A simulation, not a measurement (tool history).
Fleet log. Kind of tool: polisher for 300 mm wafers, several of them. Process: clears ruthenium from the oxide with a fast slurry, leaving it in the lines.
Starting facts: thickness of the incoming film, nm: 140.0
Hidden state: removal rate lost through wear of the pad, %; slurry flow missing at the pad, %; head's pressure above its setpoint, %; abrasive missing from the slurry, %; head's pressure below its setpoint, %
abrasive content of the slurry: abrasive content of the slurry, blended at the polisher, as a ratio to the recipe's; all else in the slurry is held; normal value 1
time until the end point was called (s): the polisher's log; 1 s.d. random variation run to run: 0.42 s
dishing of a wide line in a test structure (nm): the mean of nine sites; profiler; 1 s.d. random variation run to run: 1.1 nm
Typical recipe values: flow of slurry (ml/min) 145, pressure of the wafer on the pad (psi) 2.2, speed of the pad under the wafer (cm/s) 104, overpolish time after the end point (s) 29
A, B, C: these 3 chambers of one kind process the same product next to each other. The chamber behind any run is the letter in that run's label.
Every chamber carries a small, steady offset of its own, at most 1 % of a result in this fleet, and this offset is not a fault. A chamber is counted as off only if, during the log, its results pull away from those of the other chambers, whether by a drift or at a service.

run,hour,flow of slurry (ml/min),pressure of the wafer on the pad (psi),speed of the pad under the wafer (cm/s),abrasive content of the slurry,overpolish time after the end point (s),wafers polished on this pad,hours since the slurry nozzle was cleaned,hours since the head pressure was calibrated,hours since the slurry blender was calibrated,time until the end point was called (s),dishing of a wide line in a test structure (nm)
# hour 2: chamber B: worn pad replaced by a new one
1B,5.2,145,2.2,104,1,29,32,633.5,394.5,105.6,36.774,80.027
# hour 6.7: chamber B: slurry nozzle cleaned
2A,10.4,145,2.2,104,1,29,544,546.6,1392.9,52.7,36.373,80.189
3C,13.3,145,2.2,104,1,29,418,28.7,662.9,181,36.424,79.47
4A,17.2,145,2.2,104,1,29,611,553.4,1399.7,59.5,36.982,79.303
5C,19.6,145,2.2,104,1,29,481,35,669.2,187.3,36.411,81.618
6B,22.3,145,2.2,104,1,29,201,15.7,411.6,122.7,36.368,81.81
7B,26.4,145,2.2,104,1,29,242,19.8,415.7,126.8,35.966,78.984
8C,30.4,145,2.2,104,1,29,588,45.8,680,198.1,36.217,80.834
9A,35.4,145,2.2,104,1,29,792,571.6,1417.9,77.7,36.189,79.811
# hour 36.9: chamber C: worn pad replaced by a new one
10A,40.3,145,2.2,104,1,29,840,576.5,1422.8,82.6,36.452,78.432
11C,43,145,2.9,104,1,19,60,58.4,692.6,210.7,27.748,71.269
12B,47.8,145,2.9,104,1,19,454,41.2,437.1,148.2,27.072,70.111
13B,51.7,145,2.9,104,1,19,493,45.1,441,152.1,28.116,70.924
14A,54.1,145,2.2,104,1,29,977,590.3,1436.6,96.4,36.856,77.264
15C,59.4,145,2.2,104,1,29,223,74.8,709,227.1,35.344,79.018
# hour 61.9: chamber A: slurry blender recalibrated
16C,62.6,145,2.2,104,1,29,254,78,712.2,230.3,36.615,80.698
17A,67,145,2.2,104,1,29,1105,603.2,1449.5,5.1,36.426,81.568
18B,71.4,145,2.2,104,1,29,688,64.8,460.7,171.8,36.214,79.76
19A,75.1,145,2.2,104,1,29,1185,611.3,1457.6,13.2,36.033,79.252
20C,79.3,145,2.2,104,1,29,420,94.7,728.9,247,36.288,80.262
# hour 82.4: chamber A: worn pad replaced by a new one
21B,82.8,145,2.2,104,1,29,801,76.2,472.1,183.2,36.763,79.198
# hour 85.3: chamber A: head pressure recalibrated
22A,87.3,145,2.2,104,1,29,49,623.5,2,25.4,36.364,80.012
23C,90.3,145,2.2,104,0.7,29,529,105.7,739.9,258,43.748,70.794
24B,93.8,145,2.2,104,0.7,29,910,87.2,483.1,194.2,42.164,69.581
25A,96.5,145,2.2,104,0.7,29,140,632.7,11.2,34.6,43.919,67.927
# hour 100.7: chamber C: worn pad replaced by a new one
26C,101.1,145,2.2,104,1,29,4,116.5,750.7,268.8,36.463,79.02
# hour 105.3: chamber B: worn pad replaced by a new one
27B,105.7,145,2.2,104,1,29,4,99.1,495,206.1,35.652,79.317
28A,110.9,145,2.2,104,1,29,283,647.1,25.6,49,36.515,78.101
29B,114.7,145,2.2,104,1,29,94,108.1,504,215.1,36.382,79.313
30C,118.2,145,2.2,104,1,29,173,133.6,767.8,285.9,35.916,78.505
31A,120.7,145,2.2,104,1,29,380,656.9,35.4,58.8,36.344,79.743
32B,123.1,145,2.2,104,1,29,177,116.5,512.4,223.5,36.239,80.103
33C,125.7,145,2.2,104,1,29,247,141.1,775.3,293.4,35.928,80.962
34C,130.1,145,2.2,104,1,29,291,145.5,779.7,297.8,36.06,80.466
35B,133.6,145,2.2,104,1,29,281,127,522.9,234,36.861,78.46
36A,137.9,145,2.2,74,1,29,550,674.1,52.6,76,51.263,59.6
37C,141.5,145,2.2,74,1,29,404,156.9,791.1,309.2,51.158,60.945

Has any chamber moved away from the others, gradually or after a service, or does the common gauge drift, or do the chambers differ only by their own small steady offsets? State the chamber and the most likely cause if one applies.

All chambers stay in line apart from their small fixed offsets, and the gauge does not drift.

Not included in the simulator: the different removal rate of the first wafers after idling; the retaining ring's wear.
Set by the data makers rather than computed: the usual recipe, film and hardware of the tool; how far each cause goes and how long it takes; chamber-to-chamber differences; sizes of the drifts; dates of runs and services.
